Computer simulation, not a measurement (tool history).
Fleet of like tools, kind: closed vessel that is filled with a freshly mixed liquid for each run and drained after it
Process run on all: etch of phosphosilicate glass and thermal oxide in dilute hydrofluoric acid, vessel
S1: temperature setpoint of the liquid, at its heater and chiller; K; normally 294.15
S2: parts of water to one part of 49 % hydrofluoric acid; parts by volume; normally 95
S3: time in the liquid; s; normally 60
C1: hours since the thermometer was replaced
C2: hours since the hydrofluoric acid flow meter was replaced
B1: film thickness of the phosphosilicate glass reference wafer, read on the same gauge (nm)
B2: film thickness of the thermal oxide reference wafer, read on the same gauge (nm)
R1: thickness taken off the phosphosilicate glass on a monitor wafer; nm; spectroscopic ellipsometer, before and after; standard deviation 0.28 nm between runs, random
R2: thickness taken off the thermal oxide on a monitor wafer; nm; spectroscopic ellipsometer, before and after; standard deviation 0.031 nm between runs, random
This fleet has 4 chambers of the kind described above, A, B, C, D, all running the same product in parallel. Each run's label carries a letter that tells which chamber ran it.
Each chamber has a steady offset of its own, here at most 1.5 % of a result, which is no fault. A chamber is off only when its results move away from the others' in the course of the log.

run,day,S1,S2,S3,C1,C2,B1,B2,R1,R2
1B,0.217,294.15,95,60,1049.6,233.8,150.02,140.02,50.73,2.5267
2A,0.588,294.15,95,60,282,149,149.95,140,50.352,2.525
3D,1.079,294.15,95,60,1243.2,442.9,150.02,140,50.361,2.5605
4C,1.438,294.15,95,60,275.4,1549.5,150,140,50.885,2.5123
5B,1.867,294.15,95,60,1089.2,273.4,150,140.01,50.548,2.5568
6A,2.312,294.15,95,60,323.4,190.4,149.99,140.02,49.999,2.5042
7C,2.633,294.15,95,60,304.1,1578.2,150.02,139.98,50.74,2.5135
8D,3.062,294.15,95,60,1290.8,490.5,149.99,140.01,49.929,2.5927
9A,3.433,294.15,95,60,350.3,217.3,150,139.99,50.231,2.5455
10D,3.679,294.15,95,60,1305.6,505.3,150.03,140,50.118,2.5105
11C,4.162,294.15,95,60,340.8,1614.9,149.98,140.02,51.181,2.5789
12B,4.438,294.15,95,60,1150.9,335.1,150.03,140,51.002,2.575
13B,4.667,294.15,95,60,1156.4,340.6,150.03,140.01,50.987,2.5464
14D,5.038,294.15,95,60,1338.2,537.9,149.99,140,49.565,2.5465
15A,5.412,294.15,95,60,397.8,264.8,150,140,50.99,2.5627
16C,5.875,294.15,95,60,381.9,1656,150,140.02,51.114,2.5257
17D,6.15,294.15,135,75,1364.9,564.6,150,140.02,42.212,2.1265
18B,6.6,294.15,135,75,1202.8,387,150.02,140,42.201,2.0879
19C,6.867,294.15,135,75,405.7,1679.8,150,140.02,42.476,2.1328
20A,7.35,294.15,135,75,444.3,311.3,149.96,140.01,42.433,2.1382
21A,7.767,294.15,95,60,454.3,321.3,150,139.98,50.605,2.4812
22B,8.208,291.15,95,80,1241.4,425.6,149.96,140,59.754,3.0751
23D,8.667,291.15,95,80,1425.3,625,149.98,139.99,58.699,2.9398
24C,8.971,291.15,95,80,456.2,1730.3,149.97,139.98,59.696,2.9383
25B,9.429,291.15,95,80,1270.7,454.9,149.98,140.01,59.242,3.0339
26A,9.929,294.15,95,60,506.2,373.2,149.98,140,50.295,2.4756
27C,10.392,294.15,95,60,490.3,1764.4,150,140,50.664,2.5223
28D,10.733,294.15,95,60,1474.9,674.6,150.01,139.98,50.043,2.5815
29A,11.2,294.15,95,60,536.7,403.7,149.98,140,50.323,2.4757
30B,11.417,294.15,95,60,1318.4,502.6,149.99,139.99,50.737,2.5858
31D,11.638,294.15,95,60,1496.6,696.3,150,140.03,49.953,2.5379
32C,12.017,294.15,95,60,529.3,1803.4,149.99,140,50.901,2.5747
33B,12.254,294.15,95,60,1338.5,522.7,150.03,140,50.666,2.5573
34C,12.517,294.15,95,60,541.3,1815.4,150,140,50.735,2.4998
35A,12.983,294.15,95,60,579.5,446.5,150.01,140,50.738,2.5245

What goes on in this fleet: one chamber off, a drifting gauge, or nothing beyond the chambers' own small offsets? Name the chamber and the cause, if any.

Neither any chamber nor the gauge drifts; the chambers differ only by their own small, steady offsets.
